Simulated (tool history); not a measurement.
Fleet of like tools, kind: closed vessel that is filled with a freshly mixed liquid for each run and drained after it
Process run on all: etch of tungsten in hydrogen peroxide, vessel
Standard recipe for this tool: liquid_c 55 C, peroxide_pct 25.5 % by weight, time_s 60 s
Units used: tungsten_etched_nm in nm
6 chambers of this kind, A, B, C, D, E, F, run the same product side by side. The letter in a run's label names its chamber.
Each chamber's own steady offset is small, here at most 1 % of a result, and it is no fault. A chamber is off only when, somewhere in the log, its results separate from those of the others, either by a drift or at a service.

run	hour	liquid_c	peroxide_pct	time_s	read-back film thickness of the tungsten reference wafer, read on the same gauge (nm)	tungsten_etched_nm
1A	5.2	55	25.5	60	89.992	168.30
2E	9.3	55	25.5	60	90.009	167.69
3D	14.5	55	25.5	60	89.988	167.24
# hour 15.1: chamber D: new drum of peroxide connected
4B	19.0	55	25.5	60	90.009	167.11
5C	25.3	55	25.5	60	90.012	169.43
6F	31.1	55	25.5	60	89.989	169.87
7F	35.8	55	25.5	60	89.986	168.18
8E	41.4	55	25.5	60	90.012	166.60
9D	47.3	55	25.5	60	89.997	168.77
10C	50.5	55	25.5	60	90.005	169.81
11B	53.8	55	25.5	60	90.004	171.20
12A	56.7	50	25.5	85	90.001	176.25
13A	61.9	50	25.5	85	90.005	178.39
14C	64.9	50	25.5	85	90.020	175.86
15E	68.3	50	25.5	85	90.002	175.40
# hour 71.3: chamber A: peroxide flow meter replaced
16F	73.3	50	25.5	85	89.999	175.07
17B	79.2	50	25.5	85	90.020	176.26
18D	82.9	55	25.5	45	89.986	124.19
# hour 84.5: chamber A: new drum of peroxide connected
19A	86.9	55	25.5	45	90.016	126.98
20E	90.1	55	25.5	45	90.007	127.52
21C	96.2	55	25.5	45	90.002	126.32
22B	99.4	55	25.5	45	89.987	124.19
23F	104.9	55	25.5	45	89.993	126.75
24D	108.4	55	25.5	60	89.968	162.48
25C	114.1	55	28.5	60	89.996	178.94
26A	119.0	55	28.5	60	90.010	179.48
27D	124.9	55	28.5	60	89.990	172.87
28B	127.6	55	28.5	60	89.979	176.80
29E	131.8	55	28.5	60	90.028	178.53
30F	137.5	55	28.5	60	89.999	176.57
31A	140.9	55	25.5	60	89.988	168.25
32B	144.9	55	25.5	60	89.992	168.53
33F	151.1	55	25.5	60	89.979	168.67
34C	156.2	55	25.5	60	90.017	168.02
35E	161.4	55	25.5	60	89.999	168.95
36D	165.9	55	25.5	60	90.009	159.20
37C	171.0	55	25.5	60	89.987	170.51
38A	177.0	55	25.5	60	89.967	170.34
39F	181.3	55	25.5	45	89.970	127.40

Is one chamber off against the others, does the gauge drift, or is nothing wrong? If a chamber is off, say which, and what the likeliest cause is.

One chamber, D, drifts off from the rest bit by bit.
Likeliest cause: liquid colder than its thermometer reads (K) = 1.05.
From this log alone, it may not be told apart from: peroxide flow below the setpoint (%).

Below are 4 candidate recipes for chamber D's next run, each the usual settings with a change, their results shown as question marks. Which of them brings D's results back in line with what the other chambers give on the usual settings?
In line means no further than this from the other chambers' mean on the usual settings: tungsten_etched_nm 4.40 nm
40D-1	185.8	55	26.5	60		?
40D-2	185.8	54	25.5	60		?
40D-3	185.8	56	25.5	60		?
40D-4	185.8	55	24.5	60		?

The other chambers' mean on the usual settings: tungsten_etched_nm 168.69 nm
run	tungsten_etched_nm
40D-1	160.85
40D-2	148.67
40D-3	167.41
40D-4	154.58
It is 40D-3 that realigns the chamber with its peers.
